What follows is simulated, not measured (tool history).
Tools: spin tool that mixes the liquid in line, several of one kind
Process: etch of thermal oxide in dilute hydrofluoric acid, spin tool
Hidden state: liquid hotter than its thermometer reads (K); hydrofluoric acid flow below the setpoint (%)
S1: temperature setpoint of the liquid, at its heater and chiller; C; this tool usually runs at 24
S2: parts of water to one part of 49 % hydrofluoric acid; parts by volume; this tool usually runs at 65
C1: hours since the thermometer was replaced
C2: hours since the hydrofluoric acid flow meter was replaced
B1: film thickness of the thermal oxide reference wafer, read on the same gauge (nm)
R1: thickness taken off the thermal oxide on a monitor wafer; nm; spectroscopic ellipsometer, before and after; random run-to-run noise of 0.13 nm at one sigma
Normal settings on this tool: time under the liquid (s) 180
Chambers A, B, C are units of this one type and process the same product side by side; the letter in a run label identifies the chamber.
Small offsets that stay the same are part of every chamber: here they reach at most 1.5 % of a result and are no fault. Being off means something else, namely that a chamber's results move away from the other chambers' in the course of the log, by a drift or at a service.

{"run": "1C", "day": 0.371, "S1": 24, "S2": 65, "time under the liquid (s)": 180, "C1": 1178.5, "C2": 1523, "B1": 109.99, "R1": 14.205}
{"run": "2B", "day": 0.679, "S1": 24, "S2": 65, "time under the liquid (s)": 180, "C1": 1037.3, "C2": 472.4, "B1": 109.97, "R1": 14.35}
{"run": "3A", "day": 1.042, "S1": 24, "S2": 65, "time under the liquid (s)": 180, "C1": 792.7, "C2": 471.3, "B1": 109.95, "R1": 14.183}
{"run": "4A", "day": 1.392, "S1": 24, "S2": 65, "time under the liquid (s)": 180, "C1": 801.1, "C2": 479.7, "B1": 109.96, "R1": 14.078}
{"run": "5C", "day": 1.671, "S1": 24, "S2": 65, "time under the liquid (s)": 180, "C1": 1209.7, "C2": 1554.2, "B1": 110.04, "R1": 14.075}
{"run": "6B", "day": 2.117, "S1": 24, "S2": 65, "time under the liquid (s)": 180, "C1": 1071.8, "C2": 506.9, "B1": 110.02, "R1": 14.185}
{"run": "7C", "day": 2.596, "S1": 24, "S2": 65, "time under the liquid (s)": 180, "C1": 1231.9, "C2": 1576.4, "B1": 110.04, "R1": 14.052}
{"run": "8B", "day": 2.871, "S1": 24, "S2": 65, "time under the liquid (s)": 180, "C1": 1089.9, "C2": 525, "B1": 110.02, "R1": 14.325}
{"run": "9A", "day": 3.125, "S1": 20.5, "S2": 40, "time under the liquid (s)": 180, "C1": 842.7, "C2": 521.3, "B1": 109.95, "R1": 20.084}
{"run": "10B", "day": 3.558, "S1": 20.5, "S2": 40, "time under the liquid (s)": 180, "C1": 1106.4, "C2": 541.5, "B1": 109.99, "R1": 20.566}
{"run": "11A", "day": 3.779, "S1": 20.5, "S2": 40, "time under the liquid (s)": 180, "C1": 858.4, "C2": 537, "B1": 110, "R1": 19.939}
{"run": "12C", "day": 4.058, "S1": 24, "S2": 65, "time under the liquid (s)": 180, "C1": 1267, "C2": 1611.5, "B1": 109.99, "R1": 14.049}
{"run": "13C", "day": 4.371, "S1": 24, "S2": 65, "time under the liquid (s)": 180, "C1": 1274.5, "C2": 1619, "B1": 109.99, "R1": 14.065}
{"run": "14A", "day": 4.767, "S1": 28.5, "S2": 90, "time under the liquid (s)": 180, "C1": 882.1, "C2": 560.7, "B1": 110, "R1": 11.688}
{"run": "15B", "day": 5.225, "S1": 28.5, "S2": 90, "time under the liquid (s)": 180, "C1": 1146.4, "C2": 581.5, "B1": 110.03, "R1": 12.021}
{"run": "16C", "day": 5.5, "S1": 28.5, "S2": 90, "time under the liquid (s)": 180, "C1": 1301.6, "C2": 1646.1, "B1": 110.01, "R1": 11.535}
{"run": "17A", "day": 5.762, "S1": 24, "S2": 65, "time under the liquid (s)": 180, "C1": 906, "C2": 584.6, "B1": 110.01, "R1": 14.048}
{"run": "18B", "day": 6.025, "S1": 24, "S2": 75, "time under the liquid (s)": 180, "C1": 1165.6, "C2": 600.7, "B1": 109.99, "R1": 11.942}
{"run": "19C", "day": 6.417, "S1": 24, "S2": 75, "time under the liquid (s)": 180, "C1": 1323.6, "C2": 1668.1, "B1": 109.95, "R1": 12.079}
{"day": 6.704, "done": "chamber A: hydrofluoric acid flow meter replaced"}
{"run": "20A", "day": 6.821, "S1": 24, "S2": 75, "time under the liquid (s)": 180, "C1": 931.4, "C2": 2.8, "B1": 110.03, "R1": 12.064}
{"run": "21B", "day": 7.133, "S1": 24, "S2": 65, "time under the liquid (s)": 180, "C1": 1192.2, "C2": 627.3, "B1": 109.96, "R1": 14.332}
{"run": "22B", "day": 7.346, "S1": 24, "S2": 65, "time under the liquid (s)": 180, "C1": 1197.3, "C2": 632.4, "B1": 109.99, "R1": 14.25}
{"run": "23C", "day": 7.608, "S1": 24, "S2": 65, "time under the liquid (s)": 180, "C1": 1352.2, "C2": 1696.7, "B1": 110.02, "R1": 13.873}
{"run": "24A", "day": 7.883, "S1": 24, "S2": 65, "time under the liquid (s)": 180, "C1": 956.9, "C2": 28.3, "B1": 110.02, "R1": 14.029}
{"run": "25B", "day": 8.246, "S1": 24, "S2": 65, "time under the liquid (s)": 180, "C1": 1218.9, "C2": 654, "B1": 110, "R1": 14.349}
{"run": "26C", "day": 8.508, "S1": 24, "S2": 65, "time under the liquid (s)": 180, "C1": 1373.8, "C2": 1718.3, "B1": 109.97, "R1": 14.297}
{"run": "27A", "day": 8.842, "S1": 19.5, "S2": 75, "time under the liquid (s)": 180, "C1": 979.9, "C2": 51.3, "B1": 110.01, "R1": 9.9912}
{"run": "28C", "day": 9.142, "S1": 19.5, "S2": 75, "time under the liquid (s)": 180, "C1": 1389, "C2": 1733.5, "B1": 109.95, "R1": 10.116}
{"run": "29B", "day": 9.408, "S1": 19.5, "S2": 75, "time under the liquid (s)": 180, "C1": 1246.8, "C2": 681.9, "B1": 110, "R1": 10.065}

Is one chamber out of step, is the gauge drifting, or do the chambers differ by no more than their own small offsets? For an off chamber, give its letter and the likeliest cause.

The fleet is healthy, with each chamber sitting at its usual small offset and no drift in the gauge.

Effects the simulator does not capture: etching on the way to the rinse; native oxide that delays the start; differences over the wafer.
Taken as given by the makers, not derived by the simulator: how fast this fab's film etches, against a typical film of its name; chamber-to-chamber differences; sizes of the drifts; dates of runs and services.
